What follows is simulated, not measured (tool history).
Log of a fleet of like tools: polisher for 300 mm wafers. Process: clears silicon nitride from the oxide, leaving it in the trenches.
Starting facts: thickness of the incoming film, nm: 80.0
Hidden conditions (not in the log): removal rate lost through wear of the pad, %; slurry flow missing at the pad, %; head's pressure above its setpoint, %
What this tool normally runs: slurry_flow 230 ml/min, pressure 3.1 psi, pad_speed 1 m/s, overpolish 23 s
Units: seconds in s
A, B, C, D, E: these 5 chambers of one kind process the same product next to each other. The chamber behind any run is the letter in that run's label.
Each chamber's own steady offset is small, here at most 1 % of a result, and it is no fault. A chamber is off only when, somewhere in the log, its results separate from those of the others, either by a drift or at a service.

run,hour,slurry_flow,pressure,pad_speed,overpolish,wafers polished on this pad,hours since the slurry nozzle was cleaned,hours since the head pressure was calibrated,seconds
1A,7.5,230,3.1,1,23,386,258.5,187.3,79.211
2C,13.3,230,3.1,1,23,272,655.1,425.3,79.11
3E,21.3,230,3.1,1,23,698,355.5,913.7,77.466
# hour 21.8: chamber A: worn pad replaced by a new one
4B,26.3,230,3.1,1,23,331,227.5,111.5,79.091
5D,32.8,230,3.1,1,23,964,629.4,685.3,80.795
6A,37.2,230,3.1,1,23,113,288.2,217,81.684
# hour 38.8: chamber A: slurry nozzle cleaned
7C,45.7,230,3.1,1,23,510,687.5,457.7,80.971
# hour 50.6: chamber C: slurry nozzle cleaned
8B,52.8,230,3.1,1,23,526,254,138,81.262
9E,58.3,230,3.7,1.2,23,970,392.5,950.7,55.623
# hour 61.8: chamber C: worn pad replaced by a new one
# hour 62.1: chamber E: worn pad replaced by a new one
10D,62.6,230,3.7,1.2,23,1183,659.2,715.1,54.637
11D,67.8,230,3.7,1.2,23,1221,664.4,720.3,56.937
12E,71.8,230,3.7,1.2,23,71,406,964.2,55.903
13C,76.4,230,3.7,1.2,23,108,25.9,488.4,55.366
14A,80.6,305,2.5,1,23,433,41.8,260.4,95.451
# hour 85.9: chamber B: worn pad replaced by a new one
15B,86.1,305,2.5,1,23,1,287.3,171.3,99.078
16C,90.6,305,2.5,1,23,212,40.1,502.6,98.966
# hour 90.9: chamber A: worn pad replaced by a new one
17E,97.7,305,2.5,1,23,262,431.9,990.1,94.919
# hour 101.9: chamber D: head pressure recalibrated
18A,104.6,305,2.5,1,23,101,65.8,284.4,96.995
19D,110.7,230,3.9,1,18,1537,707.3,8.8,62.501
20B,118.8,230,3.9,1,18,242,320,204,65.452
21E,124.4,230,3.9,1,18,459,458.6,1016.8,63.972
# hour 126: chamber D: worn pad replaced by a new one
22B,130.4,230,3.9,1,18,327,331.6,215.6,62.656
# hour 137: chamber C: worn pad replaced by a new one
23C,138.7,230,3.9,1,18,12,88.2,550.7,65.441
24A,145.3,230,3.1,1,23,401,106.5,325.1,82.609
25D,150.3,230,3.1,1,23,179,746.9,48.4,80.056
26C,154.4,230,3.1,1,23,128,103.9,566.4,81.475
# hour 154.5: chamber E: head pressure recalibrated
# hour 154.9: chamber A: worn pad replaced by a new one
27D,159.3,230,3.1,1,23,245,755.9,57.4,79.095
28A,166.8,230,3.1,1,23,88,128,346.6,82.779
29E,171.9,230,3.1,1.2,23,808,506.1,17.4,66.608
30B,180.8,230,3.1,1.2,23,698,382,266,69.942
# hour 183.3: chamber E: worn pad replaced by a new one
31E,188.7,230,3.1,1.2,23,39,522.9,34.2,67.216
32D,194.1,230,3.1,1.2,23,501,790.7,92.2,66.06
# hour 198.9: chamber B: worn pad replaced by a new one
33C,201.8,230,3.1,1.2,23,477,151.3,613.8,67.693
34B,207.7,230,3.1,1,23,65,408.9,292.9,82.327
# hour 207.9: chamber C: worn pad replaced by a new one
# hour 208.8: chamber D: slurry nozzle cleaned
35A,216.3,230,3.1,1,23,452,177.5,396.1,83.459
36B,224.2,230,3.1,1,23,186,425.4,309.4,81.545
37A,230.6,230,3.1,1,23,557,191.8,410.4,80.493
# hour 234.4: chamber A: worn pad replaced by a new one
38C,236.2,230,3.1,1,23,208,185.7,648.2,78.411
39D,245.1,230,3.1,0.74,10,876,36.3,143.2,107.48
40E,251.8,230,3.1,0.74,10,504,586,97.3,110.45
41A,258.7,230,3.1,0.74,10,179,219.9,438.5,109.23
42C,266.6,230,3.1,0.74,10,432,216.1,678.6,110.7

For the next run the whole fleet of 5 chambers uses the same settings. Give each chamber's results:
43A,273.1,230,3.7,1,23,,,,?
43B,273.1,230,3.7,1,23,,,,?
43C,273.1,230,3.7,1,23,,,,?
43D,273.1,230,3.7,1,23,,,,?
43E,273.1,230,3.7,1,23,,,,?

run,seconds
43A,68.887
43B,68.719
43C,67.505
43D,67.765
43E,67.284
